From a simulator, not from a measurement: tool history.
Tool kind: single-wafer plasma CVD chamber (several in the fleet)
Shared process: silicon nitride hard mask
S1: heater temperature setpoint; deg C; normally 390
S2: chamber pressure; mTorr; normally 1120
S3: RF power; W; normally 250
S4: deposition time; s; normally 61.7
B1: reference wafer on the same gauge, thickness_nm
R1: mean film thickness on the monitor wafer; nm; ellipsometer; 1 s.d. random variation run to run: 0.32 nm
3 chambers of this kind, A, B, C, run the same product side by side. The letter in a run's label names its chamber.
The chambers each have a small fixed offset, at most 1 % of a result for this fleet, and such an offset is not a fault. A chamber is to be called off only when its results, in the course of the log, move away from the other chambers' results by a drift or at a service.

| run | day | S1 | S2 | S3 | S4 | B1 | R1 |
|---|---|---|---|---|---|---|---|
| 1A | 0.125 | 390 | 1120 | 250 | 61.7 | 66.579 | 56.951 |
| 2B | 0.292 | 390 | 1120 | 250 | 61.7 | 66.612 | 56.199 |
| 3C | 0.421 | 390 | 1120 | 250 | 61.7 | 66.63 | 56.173 |
| 4B | 0.554 | 390 | 1120 | 250 | 61.7 | 66.662 | 55.4 |
|  | 0.762 | chamber B: RF generator calibrated |
| 5A | 0.771 | 390 | 1120 | 250 | 61.7 | 66.607 | 56.838 |
| 6C | 0.954 | 390 | 1120 | 250 | 61.7 | 66.557 | 56.625 |
| 7B | 1.183 | 390 | 1120 | 250 | 61.7 | 66.623 | 55.887 |
| 8A | 1.367 | 390 | 1120 | 250 | 61.7 | 66.625 | 56.9 |
| 9C | 1.567 | 390 | 1120 | 250 | 61.7 | 66.555 | 56.19 |
| 10C | 1.696 | 380 | 1370 | 250 | 61.7 | 66.496 | 60.592 |
| 11A | 1.908 | 380 | 1370 | 250 | 61.7 | 66.535 | 60.887 |
| 12B | 2.15 | 380 | 1370 | 250 | 61.7 | 66.598 | 59.975 |
| 13A | 2.262 | 390 | 1120 | 250 | 61.7 | 66.693 | 56.537 |
| 14C | 2.408 | 390 | 1120 | 250 | 61.7 | 66.618 | 56.315 |
| 15B | 2.521 | 390 | 1120 | 250 | 61.7 | 66.623 | 55.596 |
| 16A | 2.658 | 390 | 1120 | 250 | 61.7 | 66.584 | 57.07 |
| 17B | 2.842 | 390 | 1120 | 250 | 61.7 | 66.653 | 56.314 |
| 18C | 3.054 | 390 | 1120 | 250 | 61.7 | 66.542 | 56.814 |
| 19A | 3.238 | 390 | 1120 | 250 | 61.7 | 66.685 | 57.343 |
| 20B | 3.383 | 390 | 1120 | 250 | 61.7 | 66.605 | 56.1 |
| 21C | 3.633 | 390 | 1120 | 250 | 61.7 | 66.577 | 56.936 |

Is one chamber off against the others, does the gauge drift, or is nothing wrong? If a chamber is off, say which, and what the likeliest cause is.

Neither any chamber nor the gauge drifts; the chambers differ only by their own small, steady offsets.
